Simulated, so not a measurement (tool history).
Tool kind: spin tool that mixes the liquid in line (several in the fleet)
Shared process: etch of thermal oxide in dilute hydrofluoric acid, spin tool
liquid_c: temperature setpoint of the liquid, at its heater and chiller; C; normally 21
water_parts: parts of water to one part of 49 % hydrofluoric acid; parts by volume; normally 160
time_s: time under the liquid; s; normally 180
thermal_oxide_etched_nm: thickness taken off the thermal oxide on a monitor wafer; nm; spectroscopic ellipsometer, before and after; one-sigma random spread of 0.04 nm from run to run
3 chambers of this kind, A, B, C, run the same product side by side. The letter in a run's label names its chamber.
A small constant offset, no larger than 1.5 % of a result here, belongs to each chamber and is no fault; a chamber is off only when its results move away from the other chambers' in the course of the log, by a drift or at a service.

run   hour  liquid_c  water_parts  time_s  read-back film thickness of the thermal oxide reference wafer, read on the same gauge (nm)  thermal_oxide_etched_nm
 1B    4.1        21          160     180                                                                                      79.997                   4.4715
 2A    8.2        21          160     180                                                                                      80.012                   4.4787
 3C   11.8        21          160     180                                                                                      79.995                   4.4506
 4C   15.8        21          160     180                                                                                      79.997                   4.4096
 5A   20.7        21          160     180                                                                                      80.010                   4.5011
 6B   23.9        21          160     180                                                                                      80.037                   4.5266
 7C   28.3        21          220     180                                                                                      80.001                   3.0588
 8A   33.2        21          220     180                                                                                      80.019                   2.9720
 9B   39.1        21          220     180                                                                                      80.010                   3.0454
10A   44.5        21          160     180                                                                                      79.994                   4.4287
11B   47.5        21          160     180                                                                                      80.010                   4.4371
12C   52.8        21          160     180                                                                                      79.997                   4.3893
13B   58.0        21          160     180                                                                                      80.018                   4.5440
14C   63.6        21          160     180                                                                                      80.013                   4.4499
15A   67.3        21          160     180                                                                                      79.998                   4.3420
16B   70.7        21          160     180                                                                                      79.994                   4.5416
17A   75.6        21          160     115                                                                                      79.991                   2.7683
18C   80.4        21          160     115                                                                                      79.996                   2.8726
19C   85.8        21          160     115                                                                                      80.025                   2.8246
20A   91.1        21          160     180                                                                                      79.987                   4.2825
21B   96.5        21          160     180                                                                                      80.001                   4.5805
22A   99.9        21          160     180                                                                                      79.992                   4.1572
23C  102.6        21          160     180                                                                                      79.992                   4.3808
24B  105.5        21          160     180                                                                                      80.005                   4.4987
25C  110.8        21          160     180                                                                                      80.020                   4.5450
26B  115.3        21          160     180                                                                                      80.006                   4.4399
27A  119.3        21          160     180                                                                                      79.995                   4.1933
28C  124.1        21          160     180                                                                                      80.017                   4.3865

The same settings go to every chamber for the next run, one line per chamber below. Forecast the results for each:
29A  128.4        21          160     180                                                                                                                    ?
29B  128.4        21          160     180                                                                                                                    ?
29C  128.4        21          160     180                                                                                                                    ?

run  thermal_oxide_etched_nm
29A                   4.0753
29B                   4.4882
29C                   4.4637
